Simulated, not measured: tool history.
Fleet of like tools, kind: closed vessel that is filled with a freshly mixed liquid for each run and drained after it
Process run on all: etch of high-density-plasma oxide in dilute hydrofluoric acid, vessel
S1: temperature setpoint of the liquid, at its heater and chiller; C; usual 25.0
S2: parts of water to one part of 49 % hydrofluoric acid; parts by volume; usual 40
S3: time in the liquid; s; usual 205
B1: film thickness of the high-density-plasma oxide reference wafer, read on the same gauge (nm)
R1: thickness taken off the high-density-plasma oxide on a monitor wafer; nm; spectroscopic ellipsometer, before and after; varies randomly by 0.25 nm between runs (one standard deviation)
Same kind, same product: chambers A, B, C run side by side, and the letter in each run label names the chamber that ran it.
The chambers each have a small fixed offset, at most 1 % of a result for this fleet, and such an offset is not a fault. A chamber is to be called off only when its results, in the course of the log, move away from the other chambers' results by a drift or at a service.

run	hour	S1	S2	S3	B1	R1
# hour 4.3: chamber C: thermometer replaced
1C	7.4	25.0	40	205	150.00	48.415
2A	14.8	25.0	40	205	149.99	48.979
3B	21.6	25.0	40	205	150.02	48.517
4B	25.4	25.0	40	205	150.02	47.833
5A	32.0	25.0	40	205	150.02	49.540
6C	37.0	25.0	40	205	150.02	48.687
7A	43.2	25.0	40	205	149.99	48.798
8C	51.9	25.0	40	205	149.98	48.567
9B	60.4	30.0	40	205	149.98	59.157
10C	64.9	30.0	40	205	150.00	59.093
11A	73.0	30.0	40	205	150.00	60.092
12B	77.3	25.0	40	260	149.99	60.853
13A	81.2	25.0	40	260	149.99	62.719
14B	88.0	25.0	40	260	150.01	61.027
15C	95.9	25.0	40	205	150.00	48.876
16B	100.4	25.0	40	205	150.03	48.338
17C	106.4	25.0	40	205	149.99	48.702
18A	110.2	25.0	40	205	150.03	49.296
19A	114.8	25.0	40	205	149.97	48.923
20C	120.7	28.5	40	85	149.98	23.116
21B	128.9	28.5	40	85	149.99	22.977
22B	137.1	28.5	40	85	150.02	22.983
23A	145.0	25.0	40	205	150.01	49.659
24C	149.9	25.0	40	205	149.98	48.593
25B	154.7	25.0	40	205	150.02	48.476
26A	160.3	25.0	40	260	149.98	61.753
27C	165.0	25.0	40	260	150.01	61.659
28B	170.7	25.0	40	260	149.99	61.438
29A	176.6	25.0	40	205	150.00	49.202
30C	184.3	25.0	40	205	150.02	48.587
31B	190.9	25.0	40	205	150.00	48.623

Has any chamber moved away from the others, gradually or after a service, or does the common gauge drift, or do the chambers differ only by their own small steady offsets? State the chamber and the most likely cause if one applies.

No chamber is off and the gauge is stable; the differences are just each chamber's small, constant offset.
